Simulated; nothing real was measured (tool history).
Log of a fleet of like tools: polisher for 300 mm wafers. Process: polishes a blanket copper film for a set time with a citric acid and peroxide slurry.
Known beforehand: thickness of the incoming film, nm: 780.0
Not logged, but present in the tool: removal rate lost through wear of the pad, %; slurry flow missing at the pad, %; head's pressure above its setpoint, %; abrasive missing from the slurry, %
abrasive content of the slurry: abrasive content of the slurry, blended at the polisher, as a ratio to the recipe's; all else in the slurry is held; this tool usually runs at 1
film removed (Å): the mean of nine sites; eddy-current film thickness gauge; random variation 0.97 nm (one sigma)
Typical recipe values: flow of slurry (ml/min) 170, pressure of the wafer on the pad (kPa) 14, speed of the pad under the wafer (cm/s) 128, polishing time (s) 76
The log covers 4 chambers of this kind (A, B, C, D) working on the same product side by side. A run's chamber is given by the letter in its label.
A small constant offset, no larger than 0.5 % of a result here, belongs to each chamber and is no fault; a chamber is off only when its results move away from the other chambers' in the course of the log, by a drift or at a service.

run   hour  flow of slurry (ml/min)  pressure of the wafer on the pad (kPa)  speed of the pad under the wafer (cm/s)  abrasive content of the slurry  polishing time (s)  wafers polished on this pad  hours since the slurry nozzle was cleaned  hours since the head pressure was calibrated  hours since the slurry blender was calibrated  film removed (Å)
 1C    4.6                      170                                      14                                      128                               1                  76                          605                                      378.7                                        1236.4                                          133.3            1160.1
 2B     12                      170                                      14                                      128                               1                  76                          402                                      291.2                                         297.2                                          161.4            1176.1
      15.4  -- chamber C: slurry nozzle cleaned
 3A   19.5                      170                                      14                                      128                               1                  76                          890                                      133.6                                         451.4                                             94            1175.6
      20.9  -- chamber D: slurry nozzle cleaned
 4D   24.3                      170                                      14                                      128                               1                  76                          234                                        3.4                                          92.7                                          155.2              1190
 5A     29                      170                                      14                                      128                               1                  76                          948                                      143.1                                         460.9                                          103.5              1185
      34.6  -- chamber A: worn pad replaced by a new one
 6D   35.3                      170                                      14                                      128                               1                  76                          301                                       14.4                                         103.7                                          166.2            1178.7
 7B     42                      170                                      14                                      128                               1                  76                          586                                      321.2                                         327.2                                          191.4            1172.5
      44.2  -- chamber D: slurry blender recalibrated
 8C     49                      170                                      14                                      128                               1                  76                          878                                       33.6                                        1280.8                                          177.7              1180
 9D     55                      170                                      14                                      128                               1                  76                          422                                       34.1                                         123.4                                           10.9            1180.2
10B   59.1                      170                                      14                                      128                               1                  76                          691                                      338.3                                         344.3                                          208.5            1176.3
      61.7  -- chamber B: slurry blender recalibrated
11C   67.4                      170                                      14                                      128                               1                  76                          991                                         52                                        1299.2                                          196.1              1146
      68.9  -- chamber D: worn pad replaced by a new one
      73.3  -- chamber C: worn pad replaced by a new one
12A   74.3                      170                                      14                                      128                               1                  76                          243                                      188.4                                         506.2                                          148.8            1154.6
13A   80.7                      170                                      14                                      128                               1                  76                          283                                      194.8                                         512.6                                          155.2            1173.1
14B     89                      170                                      14                                       86                            1.15                  76                          875                                      368.2                                         374.2                                           27.3            829.76
15C   93.2                      170                                      14                                       86                            1.15                  76                          122                                       77.8                                          1325                                          221.9            801.27
16D   99.5                      170                                      14                                       86                            1.15                  76                          188                                       78.6                                         167.9                                           55.4            842.09
17B  108.2                      170                                      14                                       86                            1.15                  76                          993                                      387.4                                         393.4                                           46.5            811.42
18A  117.2                      170                                      14                                      128                               1                  76                          507                                      231.3                                         549.1                                          191.7            1192.3
     117.6  -- chamber A: slurry blender recalibrated
       119  -- chamber B: head pressure recalibrated
19D  122.5                      170                                      14                                      128                               1                  76                          329                                      101.6                                         190.9                                           78.4            1196.8
20C  128.2                      170                                      14                                      128                               1                  76                          337                                      112.8                                          1360                                          256.9            1138.9
21A  133.4                      170                                      14                                      128                               1                  76                          606                                      247.5                                         565.3                                           15.8            1180.8
22C  138.1                      170                                      14                                      128                               1                  76                          398                                      122.7                                        1369.9                                          266.8            1134.3
     144.9  -- chamber D: worn pad replaced by a new one
23D  146.4                      170                                      14                                      128                               1                  76                            9                                      125.5                                         214.8                                          102.3            1191.5
24B  151.3                      170                                      14                                      128                               1                  76                         1257                                      430.5                                          32.4                                           89.6            1198.6
25A  159.1                      170                                      14                                      128                               1                  76                          764                                      273.2                                           591                                           41.5            1160.1

Does one chamber stand apart from the rest, does the shared gauge drift, or is all well apart from small per-chamber offsets? Give the chamber and the most likely cause, where there is one.

It is chamber C that slowly wanders off from its peers.
Likeliest cause: abrasive missing from the slurry, % = 19.4.
With only this log, it may be confused with: head's pressure below its setpoint, %.

Here are 4 candidates for chamber C's next run, each the usual settings with a change, their results left as question marks. Which one brings its results back in line with what the others give on the usual settings?
In line here means within this much of the mean the other chambers give on the usual settings: film removed (Å) 34
26C-1  165.6                      175                                      14                                      128                               1                  84                                                                                                                                                                                      ?
26C-2  165.6                      170                                      14                                      128                               1                  68                                                                                                                                                                                      ?
26C-3  165.6                      170                                      14                                      128                               1                  72                                                                                                                                                                                      ?
26C-4  165.6                      170                                      14                                      134                               1                  76                                                                                                                                                                                      ?

Mean of the other chambers on the usual settings: film removed (Å) 1181.6
  run  film removed (Å)
26C-1            1247.9
26C-2            1005.8
26C-3              1065
26C-4            1175.6
The answer is 26C-4, which returns the chamber to within the allowed miss of the others.
